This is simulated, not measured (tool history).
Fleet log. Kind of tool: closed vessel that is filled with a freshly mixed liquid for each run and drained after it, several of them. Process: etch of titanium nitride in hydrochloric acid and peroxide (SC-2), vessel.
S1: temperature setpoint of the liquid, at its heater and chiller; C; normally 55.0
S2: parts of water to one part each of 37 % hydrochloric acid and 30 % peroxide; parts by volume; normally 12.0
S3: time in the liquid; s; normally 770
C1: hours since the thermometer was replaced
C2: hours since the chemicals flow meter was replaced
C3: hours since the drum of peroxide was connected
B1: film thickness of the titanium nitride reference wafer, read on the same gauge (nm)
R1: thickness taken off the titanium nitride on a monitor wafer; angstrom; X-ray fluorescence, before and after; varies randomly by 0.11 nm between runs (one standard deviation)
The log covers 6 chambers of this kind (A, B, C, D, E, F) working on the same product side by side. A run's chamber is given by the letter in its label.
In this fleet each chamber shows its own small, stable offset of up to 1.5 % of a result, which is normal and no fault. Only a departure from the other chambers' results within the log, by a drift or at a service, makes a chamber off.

Run 1F, hour 5.6: usual settings; C1 38.3; C2 33.9; C3 793.2; B1 120.02. Result: R1 281.15 angstrom.
Run 2E, hour 14.1: usual settings; C1 1610.0; C2 421.6; C3 567.0; B1 120.00. Result: R1 282.50 angstrom.
Run 3D, hour 26.2: usual settings; C1 1163.1; C2 1112.8; C3 343.2; B1 119.98. Result: R1 283.94 angstrom.
Run 4B, hour 38.0: usual settings; C1 2306.2; C2 1787.8; C3 306.9; B1 119.99. Result: R1 278.97 angstrom.
Run 5A, hour 50.3: usual settings; C1 204.0; C2 502.6; C3 202.2; B1 120.01. Result: R1 278.27 angstrom.
Run 6C, hour 57.7: usual settings; C1 162.9; C2 65.7; C3 465.6; B1 120.00. Result: R1 281.32 angstrom.
Run 7E, hour 69.6: usual settings; C1 1665.5; C2 477.1; C3 622.5; B1 120.01. Result: R1 280.55 angstrom.
Run 8A, hour 80.2: usual settings but S2 8.5 parts by volume, S3 415 s; C1 233.9; C2 532.5; C3 232.1; B1 120.08. Result: R1 200.97 angstrom.
Run 9D, hour 92.5: usual settings but S2 8.5 parts by volume, S3 415 s; C1 1229.4; C2 1179.1; C3 409.5; B1 120.01. Result: R1 204.42 angstrom.
Run 10F, hour 101.7: usual settings but S2 8.5 parts by volume, S3 415 s; C1 134.4; C2 130.0; C3 889.3; B1 120.03. Result: R1 201.76 angstrom.
Run 11B, hour 111.3: usual settings but S2 8.5 parts by volume, S3 415 s; C1 2379.5; C2 1861.1; C3 380.2; B1 120.03. Result: R1 201.18 angstrom.
At hour 120.4: chamber D: chemicals flow meter replaced.
Run 12C, hour 124.0: usual settings but S2 8.5 parts by volume, S3 415 s; C1 229.2; C2 132.0; C3 531.9; B1 119.98. Result: R1 203.18 angstrom.
Run 13E, hour 136.4: usual settings but S2 8.5 parts by volume, S3 415 s; C1 1732.3; C2 543.9; C3 689.3; B1 119.99. Result: R1 201.77 angstrom.
Run 14B, hour 148.3: usual settings; C1 2416.5; C2 1898.1; C3 417.2; B1 119.99. Result: R1 282.53 angstrom.
Run 15D, hour 159.9: usual settings; C1 1296.8; C2 39.6; C3 476.9; B1 120.01. Result: R1 282.97 angstrom.
Run 16C, hour 166.5: usual settings; C1 271.7; C2 174.5; C3 574.4; B1 119.98. Result: R1 280.71 angstrom.
Run 17A, hour 177.8: usual settings; C1 331.5; C2 630.1; C3 329.7; B1 120.00. Result: R1 274.85 angstrom.
At hour 186.1: chamber A: new drum of peroxide connected.
Run 18F, hour 187.5: usual settings; C1 220.2; C2 215.8; C3 975.1; B1 120.04. Result: R1 280.91 angstrom.
Run 19E, hour 199.2: usual settings; C1 1795.1; C2 606.7; C3 752.1; B1 120.01. Result: R1 282.52 angstrom.
Run 20A, hour 210.6: usual settings; C1 364.3; C2 662.9; C3 24.5; B1 119.99. Result: R1 274.38 angstrom.
Run 21D, hour 217.1: usual settings; C1 1354.0; C2 96.8; C3 534.1; B1 119.99. Result: R1 281.29 angstrom.
Run 22C, hour 226.9: usual settings; C1 332.1; C2 234.9; C3 634.8; B1 119.99. Result: R1 282.02 angstrom.
Run 23F, hour 232.6: usual settings; C1 265.3; C2 260.9; C3 1020.2; B1 119.96. Result: R1 281.35 angstrom.
Run 24B, hour 239.6: usual settings; C1 2507.8; C2 1989.4; C3 508.5; B1 120.05. Result: R1 279.31 angstrom.
Run 25E, hour 247.4: usual settings; C1 1843.3; C2 654.9; C3 800.3; B1 119.93. Result: R1 280.23 angstrom.
Run 26F, hour 256.1: usual settings; C1 288.8; C2 284.4; C3 1043.7; B1 119.97. Result: R1 280.70 angstrom.
Run 27C, hour 264.8: usual settings; C1 370.0; C2 272.8; C3 672.7; B1 119.99. Result: R1 280.66 angstrom.
Run 28B, hour 271.6: usual settings; C1 2539.8; C2 2021.4; C3 540.5; B1 120.01. Result: R1 279.61 angstrom.
Run 29A, hour 283.4: usual settings; C1 437.1; C2 735.7; C3 97.3; B1 120.03. Result: R1 271.55 angstrom.
Run 30D, hour 295.9: usual settings; C1 1432.8; C2 175.6; C3 612.9; B1 119.99. Result: R1 282.97 angstrom.
Run 31D, hour 303.6: usual settings but S2 7.0 parts by volume, S3 1125 s; C1 1440.5; C2 183.3; C3 620.6; B1 119.99. Result: R1 646.80 angstrom.
Run 32E, hour 316.0: usual settings but S2 7.0 parts by volume, S3 1125 s; C1 1911.9; C2 723.5; C3 868.9; B1 120.00. Result: R1 641.39 angstrom.
Run 33F, hour 323.8: usual settings but S2 7.0 parts by volume, S3 1125 s; C1 356.5; C2 352.1; C3 1111.4; B1 120.01. Result: R1 639.29 angstrom.
Run 34C, hour 329.6: usual settings but S2 7.0 parts by volume, S3 1125 s; C1 434.8; C2 337.6; C3 737.5; B1 119.99. Result: R1 640.96 angstrom.
Run 35B, hour 340.2: usual settings but S2 7.0 parts by volume, S3 1125 s; C1 2608.4; C2 2090.0; C3 609.1; B1 120.02. Result: R1 642.03 angstrom.
Run 36A, hour 347.0: usual settings but S2 7.0 parts by volume, S3 1125 s; C1 500.7; C2 799.3; C3 160.9; B1 119.98. Result: R1 616.43 angstrom.
Run 37F, hour 354.4: usual settings; C1 387.1; C2 382.7; C3 1142.0; B1 120.02. Result: R1 280.45 angstrom.
Run 38A, hour 361.6: usual settings; C1 515.3; C2 813.9; C3 175.5; B1 119.99. Result: R1 266.50 angstrom.
Run 39D, hour 371.7: usual settings; C1 1508.6; C2 251.4; C3 688.7; B1 120.02. Result: R1 283.99 angstrom.
At hour 380.0: chamber C: thermometer replaced.
Run 40C, hour 380.0: usual settings; C1 0.0; C2 388.0; C3 787.9; B1 119.99. Result: R1 281.86 angstrom.
At hour 383.7: chamber F: chemicals flow meter replaced.
Run 41E, hour 389.7: usual settings but S1 48.5 C; C1 1985.6; C2 797.2; C3 942.6; B1 119.97. Result: R1 183.54 angstrom.
Run 42B, hour 397.3: usual settings but S1 48.5 C; C1 2665.5; C2 2147.1; C3 666.2; B1 119.96. Result: R1 181.75 angstrom.
Run 43F, hour 408.3: usual settings but S1 48.5 C; C1 441.0; C2 24.7; C3 1195.9; B1 119.94. Result: R1 181.09 angstrom.
Run 44C, hour 418.5: usual settings but S1 48.5 C; C1 38.5; C2 426.5; C3 826.4; B1 119.99. Result: R1 181.32 angstrom.

Next, all 6 chambers run the settings below, one line each with question marks for the results. What does each chamber give?
Run 45A, hour 427.5: usual settings but S1 46.0 C. Result: R1 ?.
Run 45B, hour 427.5: usual settings but S1 46.0 C. Result: R1 ?.
Run 45C, hour 427.5: usual settings but S1 46.0 C. Result: R1 ?.
Run 45D, hour 427.5: usual settings but S1 46.0 C. Result: R1 ?.
Run 45E, hour 427.5: usual settings but S1 46.0 C. Result: R1 ?.
Run 45F, hour 427.5: usual settings but S1 46.0 C. Result: R1 ?.

run      R1
45A  144.39
45B  153.84
45C  153.15
45D  155.63
45E  154.64
45F  153.75
